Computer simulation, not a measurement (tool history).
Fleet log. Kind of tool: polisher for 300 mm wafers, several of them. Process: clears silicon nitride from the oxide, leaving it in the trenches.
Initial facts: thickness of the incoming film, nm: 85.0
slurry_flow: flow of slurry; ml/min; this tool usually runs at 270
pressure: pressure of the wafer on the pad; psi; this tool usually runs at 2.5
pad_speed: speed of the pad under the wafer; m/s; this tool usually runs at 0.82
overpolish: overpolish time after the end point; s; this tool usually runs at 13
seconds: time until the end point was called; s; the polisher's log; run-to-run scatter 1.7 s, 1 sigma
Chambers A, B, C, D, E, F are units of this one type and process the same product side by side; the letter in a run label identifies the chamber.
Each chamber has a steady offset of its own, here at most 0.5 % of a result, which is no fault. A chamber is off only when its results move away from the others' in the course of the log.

-- hour=8.3 chamber C: worn pad replaced by a new one
run 1D hour=9.0 | slurry_flow=270 pressure=2.5 pad_speed=0.82 overpolish=13 | seconds=150.81
-- hour=17.5 chamber A: worn pad replaced by a new one
run 2C hour=18.3 | slurry_flow=270 pressure=2.5 pad_speed=0.82 overpolish=13 | seconds=153.60
-- hour=20.8 chamber F: worn pad replaced by a new one
run 3B hour=26.6 | slurry_flow=270 pressure=2.5 pad_speed=0.82 overpolish=13 | seconds=155.17
run 4A hour=34.2 | slurry_flow=270 pressure=2.5 pad_speed=0.82 overpolish=13 | seconds=152.80
-- hour=38.0 chamber D: worn pad replaced by a new one
-- hour=38.9 chamber E: worn pad replaced by a new one
-- hour=41.9 chamber B: worn pad replaced by a new one
run 5E hour=44.1 | slurry_flow=270 pressure=2.9 pad_speed=0.82 overpolish=13 | seconds=129.65
-- hour=49.5 chamber C: slurry nozzle cleaned
run 6F hour=51.5 | slurry_flow=270 pressure=2.9 pad_speed=0.82 overpolish=13 | seconds=130.46
run 7B hour=61.4 | slurry_flow=270 pressure=2.9 pad_speed=0.82 overpolish=13 | seconds=131.52
-- hour=68.3 chamber C: worn pad replaced by a new one
run 8F hour=70.5 | slurry_flow=270 pressure=2.9 pad_speed=0.82 overpolish=13 | seconds=130.59
run 9A hour=80.4 | slurry_flow=270 pressure=2.9 pad_speed=0.82 overpolish=13 | seconds=130.94
run 10E hour=86.7 | slurry_flow=270 pressure=2.9 pad_speed=0.82 overpolish=13 | seconds=133.53
-- hour=91.7 chamber A: head pressure recalibrated
run 11C hour=96.1 | slurry_flow=270 pressure=2.5 pad_speed=0.82 overpolish=13 | seconds=148.71
run 12D hour=104.6 | slurry_flow=270 pressure=2.5 pad_speed=0.82 overpolish=13 | seconds=153.35
-- hour=109.3 chamber B: worn pad replaced by a new one
run 13A hour=113.6 | slurry_flow=270 pressure=2.5 pad_speed=0.82 overpolish=13 | seconds=153.98
run 14C hour=120.5 | slurry_flow=270 pressure=2.5 pad_speed=0.82 overpolish=13 | seconds=152.31
-- hour=126.6 chamber E: worn pad replaced by a new one
-- hour=127.2 chamber C: worn pad replaced by a new one
run 15E hour=129.1 | slurry_flow=270 pressure=2.5 pad_speed=0.82 overpolish=13 | seconds=153.69
-- hour=130.5 chamber B: slurry nozzle cleaned
-- hour=134.3 chamber A: worn pad replaced by a new one
run 16D hour=138.5 | slurry_flow=270 pressure=2.5 pad_speed=0.82 overpolish=13 | seconds=150.84
run 17F hour=143.0 | slurry_flow=270 pressure=2.5 pad_speed=0.82 overpolish=13 | seconds=154.13
-- hour=146.5 chamber D: worn pad replaced by a new one
run 18B hour=147.8 | slurry_flow=270 pressure=2.5 pad_speed=0.82 overpolish=13 | seconds=153.40
-- hour=155.2 chamber B: head pressure recalibrated
run 19D hour=155.6 | slurry_flow=270 pressure=2.5 pad_speed=0.82 overpolish=13 | seconds=152.11
run 20F hour=163.6 | slurry_flow=270 pressure=2.5 pad_speed=0.82 overpolish=13 | seconds=150.67
run 21B hour=169.8 | slurry_flow=270 pressure=2.5 pad_speed=0.82 overpolish=13 | seconds=151.90
-- hour=170.4 chamber F: worn pad replaced by a new one
-- hour=176.8 chamber B: worn pad replaced by a new one
-- hour=177.8 chamber C: worn pad replaced by a new one
run 22E hour=177.8 | slurry_flow=350 pressure=2.5 pad_speed=0.82 overpolish=13 | seconds=149.35
run 23A hour=185.0 | slurry_flow=350 pressure=2.5 pad_speed=0.82 overpolish=13 | seconds=148.35
run 24C hour=194.8 | slurry_flow=350 pressure=2.5 pad_speed=0.82 overpolish=13 | seconds=147.67
-- hour=197.3 chamber E: worn pad replaced by a new one
run 25C hour=199.5 | slurry_flow=350 pressure=2.5 pad_speed=0.82 overpolish=13 | seconds=148.91
run 26F hour=208.5 | slurry_flow=350 pressure=2.5 pad_speed=0.82 overpolish=13 | seconds=149.09
-- hour=212.6 chamber A: slurry nozzle cleaned
run 27A hour=216.4 | slurry_flow=350 pressure=2.5 pad_speed=0.82 overpolish=13 | seconds=147.46
run 28E hour=222.7 | slurry_flow=270 pressure=2.5 pad_speed=0.82 overpolish=13 | seconds=151.11
-- hour=223.5 chamber D: head pressure recalibrated
-- hour=224.3 chamber A: worn pad replaced by a new one
-- hour=229.4 chamber D: slurry nozzle cleaned
run 29D hour=232.8 | slurry_flow=270 pressure=2.5 pad_speed=0.82 overpolish=13 | seconds=147.73
-- hour=233.0 chamber C: worn pad replaced by a new one
run 30B hour=242.4 | slurry_flow=270 pressure=2.5 pad_speed=0.82 overpolish=13 | seconds=154.17
-- hour=244.3 chamber B: worn pad replaced by a new one
run 31A hour=251.4 | slurry_flow=270 pressure=2.5 pad_speed=0.82 overpolish=13 | seconds=150.83
-- hour=254.7 chamber D: worn pad replaced by a new one
run 32F hour=258.5 | slurry_flow=270 pressure=1.9 pad_speed=0.82 overpolish=6 | seconds=199.68
run 33B hour=263.9 | slurry_flow=270 pressure=1.9 pad_speed=0.82 overpolish=6 | seconds=198.82
run 34C hour=272.8 | slurry_flow=270 pressure=1.9 pad_speed=0.82 overpolish=6 | seconds=199.78
-- hour=277.9 chamber E: worn pad replaced by a new one
run 35E hour=281.1 | slurry_flow=270 pressure=1.9 pad_speed=0.82 overpolish=6 | seconds=202.78
run 36D hour=285.9 | slurry_flow=270 pressure=1.9 pad_speed=0.82 overpolish=6 | seconds=197.17
run 37A hour=296.1 | slurry_flow=270 pressure=1.9 pad_speed=0.82 overpolish=6 | seconds=197.46

All 6 chambers run these settings next. Forecast each chamber's results:
run 38A hour=303.5 | slurry_flow=270 pressure=2.5 pad_speed=0.82 overpolish=13 | seconds=?
run 38B hour=303.5 | slurry_flow=270 pressure=2.5 pad_speed=0.82 overpolish=13 | seconds=?
run 38C hour=303.5 | slurry_flow=270 pressure=2.5 pad_speed=0.82 overpolish=13 | seconds=?
run 38D hour=303.5 | slurry_flow=270 pressure=2.5 pad_speed=0.82 overpolish=13 | seconds=?
run 38E hour=303.5 | slurry_flow=270 pressure=2.5 pad_speed=0.82 overpolish=13 | seconds=?
run 38F hour=303.5 | slurry_flow=270 pressure=2.5 pad_speed=0.82 overpolish=13 | seconds=?

run=38A seconds=151.40
run=38B seconds=151.74
run=38C seconds=151.09
run=38D seconds=149.46
run=38E seconds=152.81
run=38F seconds=154.28
